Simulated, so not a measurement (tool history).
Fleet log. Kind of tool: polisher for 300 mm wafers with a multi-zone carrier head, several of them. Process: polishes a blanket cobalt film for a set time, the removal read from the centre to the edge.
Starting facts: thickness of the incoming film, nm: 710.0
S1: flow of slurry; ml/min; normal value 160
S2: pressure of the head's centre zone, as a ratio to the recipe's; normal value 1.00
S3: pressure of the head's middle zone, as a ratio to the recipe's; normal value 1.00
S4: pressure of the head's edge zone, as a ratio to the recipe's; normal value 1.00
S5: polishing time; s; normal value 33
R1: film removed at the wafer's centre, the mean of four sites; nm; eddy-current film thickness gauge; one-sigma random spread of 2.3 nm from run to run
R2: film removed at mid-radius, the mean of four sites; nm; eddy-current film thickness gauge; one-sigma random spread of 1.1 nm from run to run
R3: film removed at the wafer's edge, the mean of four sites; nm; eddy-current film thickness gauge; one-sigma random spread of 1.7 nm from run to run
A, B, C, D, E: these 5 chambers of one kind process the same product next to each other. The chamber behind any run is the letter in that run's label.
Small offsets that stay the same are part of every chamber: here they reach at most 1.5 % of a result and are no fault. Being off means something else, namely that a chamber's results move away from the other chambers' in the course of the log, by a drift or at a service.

run   hour   S1    S2    S3    S4  S5      R1       R2      R3
 1C    9.7  160  1.00  1.00  1.00  33  158.99  160.620  156.19
      17.6  -- chamber D: worn pad replaced by a new one
 2B   25.2  160  1.00  1.00  1.00  33  155.36  159.850  156.96
      28.9  -- chamber C: slurry nozzle cleaned
      36.5  -- chamber A: worn pad replaced by a new one
 3D   37.6  160  1.00  1.00  1.00  33  159.95  160.210  159.95
 4A   51.4  160  1.00  1.00  1.00  33  154.78  157.830  157.18
 5E   62.7  160  1.00  1.00  0.96  33  159.78  156.220  155.24
      67.7  -- chamber C: worn pad replaced by a new one
      70.7  -- chamber B: worn pad replaced by a new one
 6D   71.6  160  1.00  1.00  0.96  33  158.79  158.410  152.87
      74.2  -- chamber E: worn pad replaced by a new one
      87.1  -- chamber E: centre zone pressure recalibrated
 7C   87.2  160  1.00  1.00  0.96  33  158.15  158.940  154.76
      95.8  -- chamber A: centre zone pressure recalibrated
 8A   97.1  160  1.00  1.00  0.96  33  160.93  159.520  156.17
 9B  108.0  160  1.00  1.00  0.96  33  152.11  159.440  155.42
10E  118.9  160  1.00  1.00  1.00  33  151.67  157.910  163.88
     122.7  -- chamber A: worn pad replaced by a new one
     123.3  -- chamber B: centre zone pressure recalibrated
     126.9  -- chamber E: slurry nozzle cleaned
11B  128.1  160  1.00  1.00  1.00  33  156.99  159.250  155.64
12E  141.5  160  1.11  1.00  1.00  25  135.51  119.840  121.39
13A  155.1  160  1.11  1.00  1.00  25  132.55  118.790  119.30
     162.8  -- chamber C: worn pad replaced by a new one
14D  166.0  160  1.11  1.00  1.00  25  130.56  117.030  116.64
     170.9  -- chamber D: worn pad replaced by a new one
     179.2  -- chamber A: slurry nozzle cleaned
15C  182.0  160  1.11  1.00  1.00  25  134.01  119.390  118.68
     186.8  -- chamber E: worn pad replaced by a new one
     187.2  -- chamber B: worn pad replaced by a new one
16E  191.4  160  1.11  1.00  1.00  25  134.14  119.440  121.87
     195.4  -- chamber C: edge zone pressure recalibrated
17C  204.1  160  1.00  0.93  1.00  22  106.51  100.900  105.75
18A  219.2  160  1.00  0.93  1.00  22  103.52   98.096  106.22
     221.1  -- chamber A: worn pad replaced by a new one
     233.4  -- chamber A: edge zone pressure recalibrated
19D  235.2  160  1.00  0.93  1.00  22  101.09   93.303   99.95
20B  250.8  160  1.00  0.93  1.00  22  104.03   99.458  104.80
21C  259.3  160  1.00  0.93  1.00  22  104.64  100.520  104.75
     267.8  -- chamber C: worn pad replaced by a new one
22B  272.1  160  1.00  1.07  1.00  39  182.02  201.500  186.39
     284.3  -- chamber B: slurry nozzle cleaned
23E  286.8  160  1.00  1.07  1.00  39  181.64  199.330  185.68
     289.0  -- chamber E: worn pad replaced by a new one
     293.7  -- chamber C: slurry nozzle cleaned
24D  297.0  160  1.00  1.07  1.00  39  173.67  190.980  176.15
     304.6  -- chamber B: worn pad replaced by a new one
     307.2  -- chamber A: worn pad replaced by a new one
25A  310.6  160  1.00  1.07  1.00  39  189.42  199.140  187.58
     313.1  -- chamber E: edge zone pressure recalibrated
     314.7  -- chamber D: worn pad replaced by a new one
26A  319.4  160  1.00  1.07  1.00  39  194.50  199.740  189.79
27E  328.0  160  1.00  1.00  1.00  33  156.77  160.390  160.06
     341.0  -- chamber C: centre zone pressure recalibrated
28C  342.7  160  1.00  1.00  1.00  33  161.54  159.180  154.80
29D  357.8  160  1.00  1.00  1.00  33  146.45  145.840  152.12
     365.7  -- chamber C: worn pad replaced by a new one
30B  373.5  160  1.00  1.00  1.00  26  123.91  127.550  125.16
31C  381.2  160  1.00  1.00  1.00  26  126.36  125.530  124.78
     387.5  -- chamber E: worn pad replaced by a new one
32D  394.5  160  1.00  1.00  1.00  26  111.48  114.130  115.96
33E  410.6  160  1.00  1.00  1.00  26  124.55  123.210  123.95

Which is it: a chamber that has drifted or been left off by a service, a gauge drift common to all chambers, or only each chamber's usual small offset? If a chamber is off, name it and its likeliest cause.

It is chamber D that slowly wanders off from its peers.
Cause: slurry flow missing at the pad, % = 38.

Below are 4 candidate recipes for chamber D's next run, each the usual settings with a change, their results shown as question marks. Which of them brings D's results back in line with what the other chambers give on the usual settings?
In-line tolerance around the mean of the other chambers on the usual settings: R1 8.10 nm; R2 4.000 nm; R3 5.80 nm
34D-1  422.2  155  0.98  0.99  1.01  30   ?   ?   ?
34D-2  422.2  165  1.01  1.00  1.00  34   ?   ?   ?
34D-3  422.2  155  0.99  1.00  1.00  32   ?   ?   ?
34D-4  422.2  170  1.02  1.01  0.99  36   ?   ?   ?

On the usual settings, the other chambers give on average: R1 158.09 nm; R2 158.890 nm; R3 158.21 nm
  run      R1       R2      R3
34D-1  123.26  127.190  132.02
34D-2  147.38  148.030  150.58
34D-3  132.97  136.920  140.05
34D-4  159.23  159.450  159.44
34D-4 is the one that brings the chamber's results back in line with the other chambers.

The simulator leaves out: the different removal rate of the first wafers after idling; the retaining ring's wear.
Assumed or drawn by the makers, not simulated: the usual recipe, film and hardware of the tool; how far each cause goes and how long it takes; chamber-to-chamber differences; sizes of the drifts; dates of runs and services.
